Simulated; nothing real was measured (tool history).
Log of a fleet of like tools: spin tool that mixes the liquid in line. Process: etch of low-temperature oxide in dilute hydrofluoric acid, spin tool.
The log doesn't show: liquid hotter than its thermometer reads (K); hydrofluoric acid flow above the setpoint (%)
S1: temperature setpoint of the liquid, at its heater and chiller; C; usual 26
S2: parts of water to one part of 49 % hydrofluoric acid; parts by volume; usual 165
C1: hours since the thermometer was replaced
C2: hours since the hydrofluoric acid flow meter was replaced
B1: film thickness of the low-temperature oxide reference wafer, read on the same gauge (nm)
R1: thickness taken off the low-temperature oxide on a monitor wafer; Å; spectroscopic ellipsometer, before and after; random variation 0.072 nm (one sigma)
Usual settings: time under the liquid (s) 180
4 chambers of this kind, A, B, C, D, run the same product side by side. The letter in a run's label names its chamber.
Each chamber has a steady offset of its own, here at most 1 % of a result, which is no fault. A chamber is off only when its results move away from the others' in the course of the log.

At hour 7.6: chamber C: hydrofluoric acid flow meter replaced.
Run 1A, hour 7.9: usual settings; C1 820.2; C2 91.7; B1 39.989. Result: R1 115.780 Å.
Run 2C, hour 13.8: usual settings; C1 672.9; C2 6.2; B1 40.003. Result: R1 115.400 Å.
Run 3B, hour 19.3: usual settings; C1 86.1; C2 174.4; B1 40.021. Result: R1 115.880 Å.
Run 4D, hour 24.4: usual settings; C1 713.4; C2 1890.2; B1 39.983. Result: R1 116.500 Å.
Run 5C, hour 31.7: usual settings; C1 690.8; C2 24.1; B1 40.006. Result: R1 117.140 Å.
Run 6B, hour 36.7: usual settings but S2 235 parts by volume; C1 103.5; C2 191.8; B1 40.004. Result: R1 74.657 Å.
Run 7A, hour 41.7: usual settings but S2 235 parts by volume; C1 854.0; C2 125.5; B1 40.005. Result: R1 75.761 Å.
Run 8D, hour 51.4: usual settings but S2 235 parts by volume; C1 740.4; C2 1917.2; B1 40.003. Result: R1 76.667 Å.
Run 9B, hour 60.5: usual settings but S2 235 parts by volume; C1 127.3; C2 215.6; B1 40.021. Result: R1 75.583 Å.
Run 10A, hour 69.8: usual settings; C1 882.1; C2 153.6; B1 39.984. Result: R1 116.490 Å.
Run 11D, hour 78.9: usual settings but S1 24 C, time under the liquid (s) 280; C1 767.9; C2 1944.7; B1 40.001. Result: R1 169.430 Å.
Run 12C, hour 83.9: usual settings but S1 24 C, time under the liquid (s) 280; C1 743.0; C2 76.3; B1 40.000. Result: R1 168.910 Å.
Run 13C, hour 92.4: usual settings but S1 24 C, time under the liquid (s) 280; C1 751.5; C2 84.8; B1 39.991. Result: R1 168.320 Å.
Run 14D, hour 100.6: usual settings but S1 24 C, time under the liquid (s) 280; C1 789.6; C2 1966.4; B1 39.980. Result: R1 169.390 Å.
Run 15B, hour 105.9: usual settings; C1 172.7; C2 261.0; B1 40.010. Result: R1 117.620 Å.
Run 16A, hour 111.5: usual settings; C1 923.8; C2 195.3; B1 40.017. Result: R1 118.180 Å.
Run 17D, hour 118.8: usual settings; C1 807.8; C2 1984.6; B1 40.016. Result: R1 116.140 Å.
Run 18B, hour 126.4: usual settings; C1 193.2; C2 281.5; B1 40.005. Result: R1 115.550 Å.
Run 19A, hour 133.2: usual settings; C1 945.5; C2 217.0; B1 39.970. Result: R1 119.020 Å.
Run 20C, hour 138.9: usual settings; C1 798.0; C2 131.3; B1 40.021. Result: R1 115.890 Å.
At hour 141.0: chamber D: hydrofluoric acid flow meter replaced.
Run 21C, hour 144.0: usual settings but S2 105 parts by volume; C1 803.1; C2 136.4; B1 40.034. Result: R1 199.390 Å.
Run 22D, hour 149.6: usual settings but S2 105 parts by volume; C1 838.6; C2 8.6; B1 40.003. Result: R1 196.310 Å.
Run 23A, hour 154.3: usual settings but S2 105 parts by volume; C1 966.6; C2 238.1; B1 40.016. Result: R1 201.140 Å.
Run 24B, hour 163.4: usual settings but S2 105 parts by volume; C1 230.2; C2 318.5; B1 39.995. Result: R1 197.500 Å.
Run 25C, hour 172.2: usual settings but S2 125 parts by volume; C1 831.3; C2 164.6; B1 39.984. Result: R1 162.160 Å.
Run 26B, hour 177.7: usual settings but S2 125 parts by volume; C1 244.5; C2 332.8; B1 40.009. Result: R1 161.430 Å.
Run 27D, hour 186.6: usual settings but S2 125 parts by volume; C1 875.6; C2 45.6; B1 40.015. Result: R1 160.130 Å.
Run 28A, hour 191.8: usual settings but S2 125 parts by volume; C1 1004.1; C2 275.6; B1 40.001. Result: R1 169.240 Å.
Run 29B, hour 198.8: usual settings; C1 265.6; C2 353.9; B1 40.011. Result: R1 117.580 Å.
Run 30C, hour 206.0: usual settings; C1 865.1; C2 198.4; B1 39.993. Result: R1 117.080 Å.
Run 31D, hour 214.2: usual settings; C1 903.2; C2 73.2; B1 39.979. Result: R1 117.530 Å.
Run 32A, hour 222.1: usual settings; C1 1034.4; C2 305.9; B1 39.987. Result: R1 122.620 Å.
Run 33D, hour 227.5: usual settings; C1 916.5; C2 86.5; B1 40.035. Result: R1 116.470 Å.
Run 34C, hour 236.6: usual settings; C1 895.7; C2 229.0; B1 40.015. Result: R1 117.130 Å.
Run 35B, hour 241.2: usual settings; C1 308.0; C2 396.3; B1 39.993. Result: R1 115.750 Å.

All 4 chambers run these settings next. Forecast each chamber's results:
Run 36A, hour 248.3: usual settings but S2 115 parts by volume. Result: R1 ?.
Run 36B, hour 248.3: usual settings but S2 115 parts by volume. Result: R1 ?.
Run 36C, hour 248.3: usual settings but S2 115 parts by volume. Result: R1 ?.
Run 36D, hour 248.3: usual settings but S2 115 parts by volume. Result: R1 ?.

run       R1
36A  186.980
36B  178.120
36C  178.040
36D  177.280
